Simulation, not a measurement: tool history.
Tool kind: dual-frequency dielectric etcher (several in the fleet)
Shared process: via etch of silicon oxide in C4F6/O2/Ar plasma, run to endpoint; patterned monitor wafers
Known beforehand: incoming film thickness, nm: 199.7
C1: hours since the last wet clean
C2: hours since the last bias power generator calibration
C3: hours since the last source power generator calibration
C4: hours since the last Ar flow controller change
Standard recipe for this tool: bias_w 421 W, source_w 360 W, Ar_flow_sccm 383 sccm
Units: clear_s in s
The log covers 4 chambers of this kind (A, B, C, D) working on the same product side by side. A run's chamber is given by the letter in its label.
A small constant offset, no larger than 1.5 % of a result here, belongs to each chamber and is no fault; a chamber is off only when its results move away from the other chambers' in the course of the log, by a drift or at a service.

run 1D hour=8.5 | bias_w=421 source_w=360 Ar_flow_sccm=383 | C1=212.7 C2=1115.9 C3=80.8 C4=1064 | clear_s=50.395
run 2A hour=14.2 | bias_w=421 source_w=360 Ar_flow_sccm=383 | C1=318.4 C2=808.8 C3=1253.6 C4=512.2 | clear_s=50.208
run 3C hour=21.4 | bias_w=421 source_w=360 Ar_flow_sccm=383 | C1=370.5 C2=1491.8 C3=3226.4 C4=1004.1 | clear_s=50.579
run 4B hour=28.9 | bias_w=421 source_w=360 Ar_flow_sccm=383 | C1=381.6 C2=2356.8 C3=244.3 C4=1302.7 | clear_s=50.912
run 5C hour=36.8 | bias_w=421 source_w=360 Ar_flow_sccm=383 | C1=385.9 C2=1507.2 C3=3241.8 C4=1019.5 | clear_s=50.379
run 6D hour=46.3 | bias_w=421 source_w=360 Ar_flow_sccm=383 | C1=250.5 C2=1153.7 C3=118.6 C4=1101.8 | clear_s=50.365
run 7B hour=51.5 | bias_w=384 source_w=360 Ar_flow_sccm=383 | C1=404.2 C2=2379.4 C3=266.9 C4=1325.3 | clear_s=52.235
-- hour=54.3 chamber B: wet clean of the chamber
run 8A hour=56.1 | bias_w=384 source_w=360 Ar_flow_sccm=383 | C1=360.3 C2=850.7 C3=1295.5 C4=554.1 | clear_s=51.682
run 9C hour=62.3 | bias_w=384 source_w=360 Ar_flow_sccm=383 | C1=411.4 C2=1532.7 C3=3267.3 C4=1045 | clear_s=52.448
run 10B hour=72.2 | bias_w=384 source_w=360 Ar_flow_sccm=383 | C1=18 C2=2400.1 C3=287.6 C4=1346 | clear_s=52.013
run 11A hour=76.7 | bias_w=421 source_w=360 Ar_flow_sccm=383 | C1=380.9 C2=871.3 C3=1316.1 C4=574.7 | clear_s=50.129
run 12D hour=82.5 | bias_w=421 source_w=360 Ar_flow_sccm=383 | C1=286.7 C2=1189.9 C3=154.8 C4=1138 | clear_s=50.58
run 13C hour=92.2 | bias_w=421 source_w=360 Ar_flow_sccm=383 | C1=441.3 C2=1562.6 C3=3297.2 C4=1074.9 | clear_s=50.548
run 14D hour=97.5 | bias_w=421 source_w=360 Ar_flow_sccm=383 | C1=301.7 C2=1204.9 C3=169.8 C4=1153 | clear_s=50.584
run 15A hour=104.5 | bias_w=421 source_w=360 Ar_flow_sccm=383 | C1=408.7 C2=899.1 C3=1343.9 C4=602.5 | clear_s=50.049
run 16B hour=111.2 | bias_w=421 source_w=360 Ar_flow_sccm=383 | C1=57 C2=2439.1 C3=326.6 C4=1385 | clear_s=50.666
run 17B hour=120 | bias_w=421 source_w=360 Ar_flow_sccm=383 | C1=65.8 C2=2447.9 C3=335.4 C4=1393.8 | clear_s=50.482
run 18D hour=128.6 | bias_w=465 source_w=360 Ar_flow_sccm=463 | C1=332.8 C2=1236 C3=200.9 C4=1184.1 | clear_s=49.693
run 19A hour=135.9 | bias_w=465 source_w=360 Ar_flow_sccm=463 | C1=440.1 C2=930.5 C3=1375.3 C4=633.9 | clear_s=49.218
run 20C hour=140.8 | bias_w=465 source_w=360 Ar_flow_sccm=463 | C1=489.9 C2=1611.2 C3=3345.8 C4=1123.5 | clear_s=49.811
run 21A hour=148.9 | bias_w=465 source_w=360 Ar_flow_sccm=463 | C1=453.1 C2=943.5 C3=1388.3 C4=646.9 | clear_s=49.483
run 22D hour=155.3 | bias_w=421 source_w=420 Ar_flow_sccm=383 | C1=359.5 C2=1262.7 C3=227.6 C4=1210.8 | clear_s=47.596
run 23C hour=162.2 | bias_w=421 source_w=420 Ar_flow_sccm=383 | C1=511.3 C2=1632.6 C3=3367.2 C4=1144.9 | clear_s=47.663
run 24B hour=171.3 | bias_w=421 source_w=420 Ar_flow_sccm=383 | C1=117.1 C2=2499.2 C3=386.7 C4=1445.1 | clear_s=47.82
run 25B hour=180.7 | bias_w=421 source_w=420 Ar_flow_sccm=383 | C1=126.5 C2=2508.6 C3=396.1 C4=1454.5 | clear_s=47.795
run 26C hour=186 | bias_w=421 source_w=360 Ar_flow_sccm=383 | C1=535.1 C2=1656.4 C3=3391 C4=1168.7 | clear_s=50.789
run 27A hour=191.6 | bias_w=421 source_w=360 Ar_flow_sccm=383 | C1=495.8 C2=986.2 C3=1431 C4=689.6 | clear_s=50.447
run 28D hour=197.9 | bias_w=421 source_w=360 Ar_flow_sccm=383 | C1=402.1 C2=1305.3 C3=270.2 C4=1253.4 | clear_s=50.593
run 29C hour=202.9 | bias_w=421 source_w=360 Ar_flow_sccm=476 | C1=552 C2=1673.3 C3=3407.9 C4=1185.6 | clear_s=51.904
run 30A hour=208.3 | bias_w=421 source_w=360 Ar_flow_sccm=476 | C1=512.5 C2=1002.9 C3=1447.7 C4=706.3 | clear_s=51.424
run 31D hour=216.5 | bias_w=421 source_w=360 Ar_flow_sccm=476 | C1=420.7 C2=1323.9 C3=288.8 C4=1272 | clear_s=51.558
run 32B hour=221 | bias_w=421 source_w=360 Ar_flow_sccm=476 | C1=166.8 C2=2548.9 C3=436.4 C4=1494.8 | clear_s=52.027
run 33C hour=226 | bias_w=421 source_w=360 Ar_flow_sccm=383 | C1=575.1 C2=1696.4 C3=3431 C4=1208.7 | clear_s=50.613
run 34B hour=234.9 | bias_w=421 source_w=360 Ar_flow_sccm=383 | C1=180.7 C2=2562.8 C3=450.3 C4=1508.7 | clear_s=50.428

Which is it: a chamber that has drifted or been left off by a service, a gauge drift common to all chambers, or only each chamber's usual small offset? If a chamber is off, name it and its likeliest cause.

Nothing is wrong: each chamber keeps only its own small, steady offset and the gauge holds still.
